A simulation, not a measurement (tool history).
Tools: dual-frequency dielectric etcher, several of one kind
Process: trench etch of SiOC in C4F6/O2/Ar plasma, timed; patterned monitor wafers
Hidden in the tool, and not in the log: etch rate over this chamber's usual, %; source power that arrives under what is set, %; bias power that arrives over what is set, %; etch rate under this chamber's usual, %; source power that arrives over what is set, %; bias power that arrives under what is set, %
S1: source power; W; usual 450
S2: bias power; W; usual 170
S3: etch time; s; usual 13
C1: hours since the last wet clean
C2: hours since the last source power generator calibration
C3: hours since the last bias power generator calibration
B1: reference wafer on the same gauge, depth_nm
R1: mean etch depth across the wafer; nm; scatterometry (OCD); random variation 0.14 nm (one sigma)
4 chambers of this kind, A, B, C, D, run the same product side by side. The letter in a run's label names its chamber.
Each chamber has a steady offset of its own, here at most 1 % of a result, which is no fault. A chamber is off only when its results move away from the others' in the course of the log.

run    day   S1   S2    S3     C1      C2      C3      B1      R1
 1A  0.196  450  170    13  191.4   288.4  1183.3  27.093  27.632
 2C  0.338  450  170    13  290.7   116.3      12  27.101  27.478
 3D  0.458  450  170    13  214.8  2191.5  4108.8   27.14  27.547
 4B  0.629  450  170    13  166.2   961.3   374.8  27.122  27.823
 5A   0.85  450  170    13  207.1   304.1    1199  27.126   28.08
 6B  1.046  450  170    13  176.2   971.3   384.8  27.105  27.907
 7C  1.308  450  206  15.5    314   139.6    35.3  27.087  35.017
 8D  1.446  450  206  15.5  238.5  2215.2  4132.5  27.105  34.646
 9C  1.621  450  206  15.5  321.5   147.1    42.8  27.077  35.002
10A  1.792  450  206  15.5  229.7   326.7  1221.6  27.109  35.326
11D  2.021  450  170    13  252.3    2229  4146.3  27.111  27.161
12B  2.279  450  170    13  205.8  1000.9   414.4   27.11  27.914
13A  2.421  450  170    13  244.8   341.8  1236.7  27.117  27.738
14D  2.679  450  170    13  268.1  2244.8  4162.1  27.075   27.38
15C  2.879  450  170    13  351.7   177.3      73  27.084  27.354
16B  3.142  490  170  16.5  226.5  1021.6   435.1  27.087  36.506
17B  3.371  490  170  16.5    232  1027.1   440.6   27.13  36.643
18A  3.521  490  170  16.5  271.2   368.2  1263.1  27.096  35.984
19C  3.762  490  170  16.5  372.9   198.5    94.2  27.086  36.412
20D  3.912  450  170    13  297.7  2274.4  4191.7  27.114  26.943
21B  4.029  380  170    12  247.8  1042.9   456.4    27.1  23.851
22C  4.233  380  170    12  384.2   209.8   105.5  27.094  23.603
23D  4.362  380  170    12  308.5  2285.2  4202.5  27.119  23.328
24A  4.554  380  170    12    296     393  1287.9  27.095  24.097
25D  4.738  450  170    13  317.5  2294.2  4211.5  27.088  26.835
26C  4.979  450  170    13  402.1   227.7   123.4  27.106  27.602
27B  5.171  450  170    13  275.2  1070.3   483.8   27.08   28.05
28A  5.288  450  170    13  313.6   410.6  1305.5  27.108  27.949
29C  5.508  450  170    13  414.8   240.4   136.1  27.104  27.422
30B  5.679  450  195    13  287.4  1082.5     496  27.083  28.847
31D  5.838  450  195    13  343.9  2320.6  4237.9   27.13  27.979
32A   6.05  450  195    13  331.9   428.9  1323.8  27.101  29.057
33D  6.183  450  195    13  352.2  2328.9  4246.2   27.09   27.71
34B    6.4  450  170    13  304.7  1099.8   513.3  27.137  27.783
35C  6.654  450  132    11  442.3   267.9   163.6   27.11  21.612
36A  6.804  450  132    11    350     447  1341.9  27.103  21.647
37C      7  450  132    11  450.6   276.2   171.9  27.079  21.428
38D    7.2  450  132    11  376.6  2353.3  4270.6  27.093  20.497
39B   7.35  450  170    13  327.5  1122.6   536.1  27.108  27.846

Is one chamber off against the others, does the gauge drift, or is nothing wrong? If a chamber is off, say which, and what the likeliest cause is.

Chamber D drifts away from the others.
Cause: etch rate under this chamber's usual, % = 5.02.

Here are 4 candidates for chamber D's next run, each the usual settings with a change, their results left as question marks. Which one brings its results back in line with what the others give on the usual settings?
In line means no further than this from the other chambers' mean on the usual settings: R1 0.49 nm
40D-1  7.538  450  160    13                   ?
40D-2  7.538  440  168  12.5                   ?
40D-3  7.538  460  174    13                   ?
40D-4  7.538  490  181    13                   ?

The other chambers' mean on the usual settings: R1 27.697 nm
  run      R1
40D-1   25.63
40D-2  24.788
40D-3  26.523
40D-4  27.527
40D-4 brings the chamber back in line.

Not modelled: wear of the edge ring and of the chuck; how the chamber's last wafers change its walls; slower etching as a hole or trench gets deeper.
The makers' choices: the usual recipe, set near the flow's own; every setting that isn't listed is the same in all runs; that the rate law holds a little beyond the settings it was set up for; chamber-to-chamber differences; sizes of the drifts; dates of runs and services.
